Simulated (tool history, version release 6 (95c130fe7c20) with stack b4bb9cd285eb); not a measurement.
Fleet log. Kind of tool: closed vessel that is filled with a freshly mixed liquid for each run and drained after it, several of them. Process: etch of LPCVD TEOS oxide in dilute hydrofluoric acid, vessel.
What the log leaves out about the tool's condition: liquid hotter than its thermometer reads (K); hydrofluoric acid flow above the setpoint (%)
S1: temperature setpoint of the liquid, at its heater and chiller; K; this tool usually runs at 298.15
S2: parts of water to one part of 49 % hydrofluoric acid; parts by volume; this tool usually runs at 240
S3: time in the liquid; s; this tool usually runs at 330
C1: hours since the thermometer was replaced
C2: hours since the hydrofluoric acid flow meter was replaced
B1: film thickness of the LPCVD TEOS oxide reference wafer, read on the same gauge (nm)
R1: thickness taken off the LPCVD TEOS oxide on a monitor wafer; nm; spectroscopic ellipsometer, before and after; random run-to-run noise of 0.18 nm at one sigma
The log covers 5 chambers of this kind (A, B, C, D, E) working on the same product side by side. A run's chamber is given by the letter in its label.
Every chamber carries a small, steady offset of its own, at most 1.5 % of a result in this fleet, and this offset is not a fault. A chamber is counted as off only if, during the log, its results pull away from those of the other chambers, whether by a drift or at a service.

run 1E hour=10.2 | S1=298.15 S2=240 S3=330 | C1=1592.2 C2=618.9 | B1=39.961 | R1=36.092
run 2C hour=17.5 | S1=298.15 S2=240 S3=330 | C1=1606 C2=338.4 | B1=39.974 | R1=35.835
run 3D hour=27 | S1=298.15 S2=240 S3=330 | C1=2299.4 C2=702.5 | B1=40.014 | R1=35.022
run 4A hour=33.2 | S1=298.15 S2=240 S3=330 | C1=803.5 C2=160.9 | B1=39.972 | R1=35.775
run 5B hour=37.8 | S1=298.15 S2=240 S3=330 | C1=652.6 C2=606.7 | B1=40.009 | R1=35.232
run 6E hour=46.3 | S1=298.15 S2=240 S3=330 | C1=1628.3 C2=655 | B1=40.014 | R1=35.65
run 7D hour=54.4 | S1=298.15 S2=240 S3=330 | C1=2326.8 C2=729.9 | B1=39.954 | R1=35.554
run 8C hour=64.1 | S1=298.15 S2=240 S3=330 | C1=1652.6 C2=385 | B1=40.019 | R1=35.954
run 9B hour=69.3 | S1=298.15 S2=320 S3=330 | C1=684.1 C2=638.2 | B1=39.973 | R1=24.214
run 10A hour=77.3 | S1=298.15 S2=320 S3=330 | C1=847.6 C2=205 | B1=39.953 | R1=24.653
run 11B hour=85.6 | S1=298.15 S2=320 S3=330 | C1=700.4 C2=654.5 | B1=39.967 | R1=24.355
run 12E hour=95.5 | S1=298.15 S2=320 S3=330 | C1=1677.5 C2=704.2 | B1=40.024 | R1=24.974
run 13D hour=101.8 | S1=298.15 S2=320 S3=330 | C1=2374.2 C2=777.3 | B1=40.019 | R1=24.507
-- hour=107.6 chamber B: thermometer replaced
run 14A hour=110.8 | S1=298.15 S2=240 S3=330 | C1=881.1 C2=238.5 | B1=40.006 | R1=36.082
run 15C hour=119.2 | S1=295.65 S2=240 S3=330 | C1=1707.7 C2=440.1 | B1=39.97 | R1=32.412
run 16E hour=128.5 | S1=295.65 S2=240 S3=330 | C1=1710.5 C2=737.2 | B1=39.988 | R1=32.708
run 17A hour=134.1 | S1=295.65 S2=240 S3=330 | C1=904.4 C2=261.8 | B1=39.947 | R1=32.974
run 18D hour=144.3 | S1=295.65 S2=240 S3=330 | C1=2416.7 C2=819.8 | B1=40.019 | R1=32.359
run 19B hour=148.8 | S1=295.65 S2=240 S3=330 | C1=41.3 C2=717.7 | B1=39.997 | R1=32.005
run 20C hour=154.5 | S1=298.15 S2=240 S3=330 | C1=1743 C2=475.4 | B1=40 | R1=35.908
run 21C hour=162.3 | S1=298.15 S2=240 S3=330 | C1=1750.8 C2=483.2 | B1=39.998 | R1=35.347
run 22D hour=172.5 | S1=295.15 S2=180 S3=330 | C1=2444.9 C2=848 | B1=39.971 | R1=45.306
run 23E hour=178.9 | S1=295.15 S2=180 S3=330 | C1=1760.9 C2=787.6 | B1=40.006 | R1=44.861
run 24A hour=183.5 | S1=295.15 S2=180 S3=330 | C1=953.8 C2=311.2 | B1=40.003 | R1=46.58
run 25B hour=193 | S1=295.15 S2=180 S3=330 | C1=85.5 C2=761.9 | B1=40.032 | R1=44.447
run 26E hour=203.1 | S1=295.15 S2=180 S3=330 | C1=1785.1 C2=811.8 | B1=39.998 | R1=45.05
run 27D hour=212.6 | S1=298.15 S2=240 S3=330 | C1=2485 C2=888.1 | B1=39.994 | R1=35.435
run 28B hour=222 | S1=298.15 S2=240 S3=330 | C1=114.5 C2=790.9 | B1=39.987 | R1=35.008
run 29A hour=227.8 | S1=298.15 S2=240 S3=330 | C1=998.1 C2=355.5 | B1=39.974 | R1=37.192
-- hour=235.1 chamber D: hydrofluoric acid flow meter replaced
run 30C hour=235.1 | S1=298.15 S2=240 S3=330 | C1=1823.6 C2=556 | B1=39.998 | R1=36.115
run 31D hour=241.9 | S1=298.15 S2=240 S3=330 | C1=2514.3 C2=6.8 | B1=39.985 | R1=35.506
run 32B hour=251 | S1=298.15 S2=240 S3=330 | C1=143.5 C2=819.9 | B1=39.995 | R1=34.905
run 33C hour=261 | S1=298.15 S2=240 S3=330 | C1=1849.5 C2=581.9 | B1=40.009 | R1=36.026
run 34E hour=270.6 | S1=298.15 S2=240 S3=330 | C1=1852.6 C2=879.3 | B1=40.013 | R1=35.408
run 35A hour=275.9 | S1=298.15 S2=240 S3=330 | C1=1046.2 C2=403.6 | B1=40.012 | R1=38.413

What goes on in this fleet: one chamber off, a drifting gauge, or nothing beyond the chambers' own small offsets? Name the chamber and the cause, if any.

Little by little, chamber A moves away from the other chambers.
What lies behind it: liquid hotter than its thermometer reads (K) = 1.87.
The log may not tell that from: hydrofluoric acid flow above the setpoint (%).

Chamber A could run next with any of the 4 candidate recipes listed below; each alters the usual settings, and their results appear as question marks. Which one brings its results back in line with what the other chambers deliver on the usual settings?
Allowed miss from the other chambers' usual-settings mean, per result, to count as in line: R1 0.65 nm
run 36A-1 hour=283.3 | S1=298.15 S2=230 S3=350 | R1=?
run 36A-2 hour=283.3 | S1=298.15 S2=240 S3=295 | R1=?
run 36A-3 hour=283.3 | S1=298.15 S2=240 S3=355 | R1=?
run 36A-4 hour=283.3 | S1=296.15 S2=240 S3=330 | R1=?

Other chambers, usual settings, mean: R1 35.496 nm
run=36A-1 R1=42.605
run=36A-2 R1=34.05
run=36A-3 R1=40.976
run=36A-4 R1=35.485
36A-4 brings the chamber back in line.

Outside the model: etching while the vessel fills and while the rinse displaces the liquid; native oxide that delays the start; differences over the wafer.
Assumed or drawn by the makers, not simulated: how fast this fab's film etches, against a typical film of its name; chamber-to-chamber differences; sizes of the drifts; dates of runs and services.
